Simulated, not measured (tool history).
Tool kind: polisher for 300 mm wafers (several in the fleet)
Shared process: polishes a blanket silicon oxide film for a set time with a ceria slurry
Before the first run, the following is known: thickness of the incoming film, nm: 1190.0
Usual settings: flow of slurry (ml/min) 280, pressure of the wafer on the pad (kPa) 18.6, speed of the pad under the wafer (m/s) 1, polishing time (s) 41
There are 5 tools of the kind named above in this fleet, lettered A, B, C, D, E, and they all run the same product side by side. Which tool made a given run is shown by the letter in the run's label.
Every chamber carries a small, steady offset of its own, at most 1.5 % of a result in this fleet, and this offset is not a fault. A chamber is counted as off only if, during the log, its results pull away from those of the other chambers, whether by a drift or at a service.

run,day,flow of slurry (ml/min),pressure of the wafer on the pad (kPa),speed of the pad under the wafer (m/s),polishing time (s),wafers polished on this pad,hours since the slurry nozzle was cleaned,hours since the head pressure was calibrated,film removed (angstrom)
1D,0.171,280,18.6,1,41,713,160.1,246.3,1263
2A,0.346,280,18.6,1,41,563,141.9,276.7,1294.5
3E,0.45,280,18.6,1,41,138,143.3,113.2,1256
4C,0.571,280,18.6,1,41,526,794.9,928.8,1297.3
5B,0.771,280,18.6,1,41,442,124.7,540.4,1281.5
6E,0.996,280,18.6,1,41,224,156.4,126.3,1266.3
7A,1.192,205,18.6,0.72,41,696,162.2,297,902.97
8B,1.338,205,18.6,0.72,41,531,138.3,554,880.26
9C,1.475,205,18.6,0.72,41,668,816.6,950.5,893.8
10D,1.646,205,18.6,0.72,41,944,195.5,281.7,886.54
11C,1.858,205,18.6,0.72,41,728,825.8,959.7,886.33
# day 1.917: chamber C: slurry nozzle cleaned
12E,2.058,280,18.6,1,41,390,181.9,151.8,1255
13A,2.25,280,18.6,1,41,862,187.6,322.4,1274
14B,2.4,280,18.6,1,41,698,163.8,579.5,1314.3
# day 2.529: chamber E: worn pad replaced by a new one
# day 2.542: chamber B: worn pad replaced by a new one
15D,2.608,280,18.6,1,41,1095,218.6,304.8,1280.2
16B,2.754,235,18.6,1.18,41,33,172.3,588,1510.8
# day 2.833: chamber D: worn pad replaced by a new one
17A,2.879,235,18.6,1.18,41,960,202.7,337.5,1507.8
18D,3.042,235,18.6,1.18,41,33,229,315.2,1498.9
# day 3.088: chamber D: slurry nozzle cleaned
19E,3.242,235,18.6,1.18,41,111,210.3,180.2,1480.5
# day 3.25: chamber A: worn pad replaced by a new one
20C,3.375,235,18.6,1.18,41,966,35,996.1,1522.1
21B,3.5,280,18.6,1,41,150,190.2,605.9,1291.2
# day 3.554: chamber A: head pressure recalibrated
# day 3.65: chamber C: worn pad replaced by a new one
22D,3.721,280,18.6,1,41,139,15.2,331.5,1302.3
23A,3.942,280,18.6,1,41,108,228.2,9.4,1121.2
24C,4.112,280,18.6,1,41,72,52.7,1013.8,1336.9
25E,4.217,280,18.6,1,41,264,233.7,203.6,1263
26A,4.412,280,18.6,1.2,48,182,239.5,20.7,1559.7
27D,4.562,280,18.6,1.2,48,271,35.4,351.7,1791.7
28C,4.708,280,18.6,1.2,48,166,67,1028.1,1839.4
29B,4.858,280,18.6,1.2,48,363,222.8,638.5,1852.2
30E,4.996,280,18.6,1.2,48,386,252.4,222.3,1764.3
31A,5.129,280,18.6,1,41,294,256.7,37.9,1149.2
32C,5.354,280,18.6,1,41,267,82.5,1043.6,1295.8
33B,5.479,280,18.6,1,41,460,237.7,653.4,1314.2
34E,5.621,280,18.6,1,41,484,267.4,237.3,1257.2
35D,5.842,280,18.6,1,41,471,66.1,382.4,1288.8

Predict what each chamber gives when all 5 of them run the settings below next.
36A,6.012,280,18.6,0.8,41,,,,?
36B,6.012,280,18.6,0.8,41,,,,?
36C,6.012,280,18.6,0.8,41,,,,?
36D,6.012,280,18.6,0.8,41,,,,?
36E,6.012,280,18.6,0.8,41,,,,?

run,film removed (angstrom)
36A,908.63
36B,1035.6
36C,1039.8
36D,1041.6
36E,1010.1
